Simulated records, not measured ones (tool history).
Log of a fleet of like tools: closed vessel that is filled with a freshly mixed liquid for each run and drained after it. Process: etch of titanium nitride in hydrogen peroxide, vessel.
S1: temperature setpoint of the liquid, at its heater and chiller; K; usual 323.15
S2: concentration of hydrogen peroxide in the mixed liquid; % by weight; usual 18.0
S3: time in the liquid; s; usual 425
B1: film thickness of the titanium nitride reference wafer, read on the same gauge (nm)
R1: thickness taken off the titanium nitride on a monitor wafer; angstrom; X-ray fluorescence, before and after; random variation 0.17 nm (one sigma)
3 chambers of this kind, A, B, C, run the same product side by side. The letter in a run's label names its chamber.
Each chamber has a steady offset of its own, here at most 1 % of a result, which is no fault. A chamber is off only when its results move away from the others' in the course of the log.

run 1C day=0.408 | S1=323.15 S2=18.0 S3=425 | B1=40.025 | R1=305.57
run 2B day=1.029 | S1=323.15 S2=18.0 S3=425 | B1=39.966 | R1=309.60
run 3A day=1.646 | S1=323.15 S2=18.0 S3=425 | B1=40.003 | R1=305.76
run 4C day=2.162 | S1=323.15 S2=18.0 S3=425 | B1=40.024 | R1=304.99
run 5B day=2.800 | S1=323.15 S2=20.5 S3=545 | B1=40.037 | R1=404.91
-- day=2.842 chamber A: thermometer replaced
run 6A day=3.396 | S1=323.15 S2=20.5 S3=545 | B1=39.985 | R1=410.24
run 7C day=3.962 | S1=323.15 S2=20.5 S3=545 | B1=40.015 | R1=405.63
run 8A day=4.550 | S1=323.15 S2=18.0 S3=425 | B1=39.975 | R1=307.79
run 9B day=5.050 | S1=323.15 S2=18.0 S3=425 | B1=40.021 | R1=314.13
run 10B day=5.542 | S1=323.15 S2=18.0 S3=425 | B1=40.019 | R1=316.76
run 11C day=5.871 | S1=323.15 S2=18.0 S3=425 | B1=40.005 | R1=304.42
run 12A day=6.383 | S1=323.15 S2=18.0 S3=555 | B1=39.976 | R1=404.34
-- day=6.504 chamber B: new drum of peroxide connected
run 13B day=6.750 | S1=323.15 S2=18.0 S3=555 | B1=40.018 | R1=413.20
-- day=6.917 chamber A: new drum of peroxide connected
run 14A day=7.167 | S1=323.15 S2=18.0 S3=555 | B1=39.977 | R1=401.41
run 15C day=7.821 | S1=323.15 S2=18.0 S3=425 | B1=40.041 | R1=305.50
run 16C day=8.308 | S1=323.15 S2=18.0 S3=425 | B1=40.000 | R1=305.96
run 17A day=8.708 | S1=323.15 S2=18.0 S3=425 | B1=39.995 | R1=310.23
run 18B day=9.208 | S1=315.65 S2=18.0 S3=320 | B1=40.017 | R1=140.73
run 19B day=9.700 | S1=315.65 S2=18.0 S3=320 | B1=39.976 | R1=141.21
run 20C day=10.329 | S1=315.65 S2=18.0 S3=320 | B1=40.024 | R1=131.76
run 21A day=10.729 | S1=323.15 S2=18.0 S3=425 | B1=39.963 | R1=310.60
run 22B day=11.312 | S1=323.15 S2=23.0 S3=620 | B1=40.023 | R1=498.05
run 23A day=11.967 | S1=323.15 S2=23.0 S3=620 | B1=40.032 | R1=479.10
run 24C day=12.375 | S1=323.15 S2=23.0 S3=620 | B1=39.999 | R1=470.61
run 25B day=12.917 | S1=316.15 S2=18.0 S3=425 | B1=39.998 | R1=198.54

All 3 chambers run these settings next. Forecast each chamber's results:
run 26A day=13.417 | S1=323.15 S2=18.0 S3=425 | R1=?
run 26B day=13.417 | S1=323.15 S2=18.0 S3=425 | R1=?
run 26C day=13.417 | S1=323.15 S2=18.0 S3=425 | R1=?

run=26A R1=310.99
run=26B R1=329.45
run=26C R1=302.44
